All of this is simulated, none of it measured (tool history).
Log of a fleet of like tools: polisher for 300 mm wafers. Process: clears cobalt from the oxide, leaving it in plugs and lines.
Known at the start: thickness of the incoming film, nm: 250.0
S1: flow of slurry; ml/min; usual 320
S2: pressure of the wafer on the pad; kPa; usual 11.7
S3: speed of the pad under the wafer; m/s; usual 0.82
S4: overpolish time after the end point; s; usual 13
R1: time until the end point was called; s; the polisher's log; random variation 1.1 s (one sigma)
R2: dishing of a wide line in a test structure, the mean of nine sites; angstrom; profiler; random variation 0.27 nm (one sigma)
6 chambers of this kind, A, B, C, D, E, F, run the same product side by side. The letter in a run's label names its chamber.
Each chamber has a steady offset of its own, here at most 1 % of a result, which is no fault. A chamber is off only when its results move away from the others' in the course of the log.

At hour 1.8: chamber A: head pressure recalibrated.
At hour 4: chamber B: slurry nozzle cleaned.
Run 1B, hour 4.3: usual settings. Result: R1 84.406 s, R2 116.76 angstrom.
Run 2F, hour 9.8: usual settings. Result: R1 85.268 s, R2 118.47 angstrom.
Run 3E, hour 16.7: usual settings. Result: R1 85.956 s, R2 117.45 angstrom.
Run 4A, hour 24.6: usual settings. Result: R1 86.648 s, R2 117.76 angstrom.
At hour 27.7: chamber B: worn pad replaced by a new one.
Run 5D, hour 32.2: usual settings. Result: R1 86.002 s, R2 122.45 angstrom.
At hour 36.7: chamber A: worn pad replaced by a new one.
Run 6C, hour 37.2: usual settings but S2 15.2 kPa, S4 19 s. Result: R1 65.64 s, R2 120.25 angstrom.
Run 7D, hour 44.5: usual settings but S2 15.2 kPa, S4 19 s. Result: R1 65.42 s, R2 121.64 angstrom.
Run 8E, hour 54.2: usual settings but S2 15.2 kPa, S4 19 s. Result: R1 67.346 s, R2 120.8 angstrom.
Run 9B, hour 60.2: usual settings but S2 15.2 kPa, S4 19 s. Result: R1 64.04 s, R2 127.38 angstrom.
At hour 66.4: chamber E: worn pad replaced by a new one.
Run 10C, hour 69.1: usual settings but S2 15.2 kPa, S4 19 s. Result: R1 65.265 s, R2 124.78 angstrom.
Run 11A, hour 78.8: usual settings but S2 15.2 kPa, S4 19 s. Result: R1 64.38 s, R2 119.24 angstrom.
Run 12F, hour 85.5: usual settings. Result: R1 87.888 s, R2 117.63 angstrom.
At hour 87.8: chamber D: worn pad replaced by a new one.
At hour 92.5: chamber A: worn pad replaced by a new one.
Run 13D, hour 92.8: usual settings but S3 0.94 m/s, S4 8 s. Result: R1 72.954 s, R2 110.02 angstrom.
At hour 101.7: chamber F: worn pad replaced by a new one.
Run 14A, hour 101.9: usual settings but S3 0.94 m/s, S4 8 s. Result: R1 74.954 s, R2 107.02 angstrom.
Run 15F, hour 110.7: usual settings but S3 0.94 m/s, S4 8 s. Result: R1 74.603 s, R2 108.87 angstrom.
Run 16E, hour 116.9: usual settings but S3 0.94 m/s, S4 8 s. Result: R1 76.27 s, R2 111.1 angstrom.
Run 17B, hour 126.4: usual settings but S3 0.94 m/s, S4 8 s. Result: R1 75.899 s, R2 110.19 angstrom.
Run 18C, hour 133.4: usual settings but S3 0.94 m/s, S4 8 s. Result: R1 74.068 s, R2 108.02 angstrom.
At hour 136.7: chamber B: worn pad replaced by a new one.
Run 19B, hour 137.7: usual settings. Result: R1 86.418 s, R2 121.18 angstrom.
Run 20F, hour 142: usual settings. Result: R1 86.563 s, R2 114.47 angstrom.
At hour 143.1: chamber D: slurry nozzle cleaned.
At hour 148.1: chamber A: worn pad replaced by a new one.
Run 21D, hour 150.4: usual settings. Result: R1 84.973 s, R2 120.03 angstrom.
Run 22E, hour 156.3: usual settings. Result: R1 86.213 s, R2 118.74 angstrom.
At hour 160: chamber F: slurry nozzle cleaned.
Run 23A, hour 163.9: usual settings. Result: R1 86.915 s, R2 119.82 angstrom.
Run 24C, hour 169.1: usual settings but S1 230 ml/min. Result: R1 89.786 s, R2 118.71 angstrom.
At hour 178.6: chamber B: head pressure recalibrated.
Run 25A, hour 178.7: usual settings but S1 230 ml/min. Result: R1 90.004 s, R2 115.67 angstrom.
At hour 183.4: chamber C: worn pad replaced by a new one.
Run 26D, hour 185.3: usual settings but S1 230 ml/min. Result: R1 90.855 s, R2 120.51 angstrom.
Run 27C, hour 190.9: usual settings but S1 230 ml/min. Result: R1 88.773 s, R2 117.98 angstrom.
At hour 194.5: chamber A: slurry nozzle cleaned.
Run 28B, hour 200.3: usual settings but S1 230 ml/min. Result: R1 87.044 s, R2 113.34 angstrom.
Run 29E, hour 206.4: usual settings but S1 230 ml/min. Result: R1 87.988 s, R2 112.63 angstrom.
At hour 207.5: chamber A: worn pad replaced by a new one.
Run 30F, hour 211: usual settings. Result: R1 86.79 s, R2 125.11 angstrom.
Run 31D, hour 217.7: usual settings but S4 18 s. Result: R1 86.532 s, R2 120.42 angstrom.
Run 32C, hour 225.2: usual settings but S4 18 s. Result: R1 85.219 s, R2 119.88 angstrom.
At hour 227.1: chamber E: worn pad replaced by a new one.
Run 33E, hour 232.5: usual settings but S4 18 s. Result: R1 86.929 s, R2 120.52 angstrom.
Run 34F, hour 237.8: usual settings but S4 18 s. Result: R1 86.803 s, R2 121.77 angstrom.
At hour 243.4: chamber C: slurry nozzle cleaned.
Run 35A, hour 246.2: usual settings but S4 18 s. Result: R1 85.792 s, R2 118.14 angstrom.
Run 36B, hour 255.4: usual settings but S4 18 s. Result: R1 85.426 s, R2 119.85 angstrom.
At hour 259.8: chamber B: worn pad replaced by a new one.
Run 37C, hour 263.3: usual settings. Result: R1 82.354 s, R2 117.22 angstrom.
At hour 264.4: chamber A: worn pad replaced by a new one.
Run 38B, hour 269.7: usual settings but S3 1.02 m/s, S4 16 s. Result: R1 69.13 s, R2 121.02 angstrom.
Run 39E, hour 275.5: usual settings but S3 1.02 m/s, S4 16 s. Result: R1 68.983 s, R2 128.87 angstrom.
Run 40A, hour 285: usual settings but S3 1.02 m/s, S4 16 s. Result: R1 69.888 s, R2 121.12 angstrom.

Next, every chamber runs the same settings. What will each give?
Run 41A, hour 292: usual settings. Result: R1 ?, R2 ?.
Run 41B, hour 292: usual settings. Result: R1 ?, R2 ?.
Run 41C, hour 292: usual settings. Result: R1 ?, R2 ?.
Run 41D, hour 292: usual settings. Result: R1 ?, R2 ?.
Run 41E, hour 292: usual settings. Result: R1 ?, R2 ?.
Run 41F, hour 292: usual settings. Result: R1 ?, R2 ?.

run      R1      R2
41A  86.856  116.91
41B  86.575  121.75
41C  85.864   115.8
41D  85.923  122.24
41E  86.267  113.31
41F  87.041  120.17
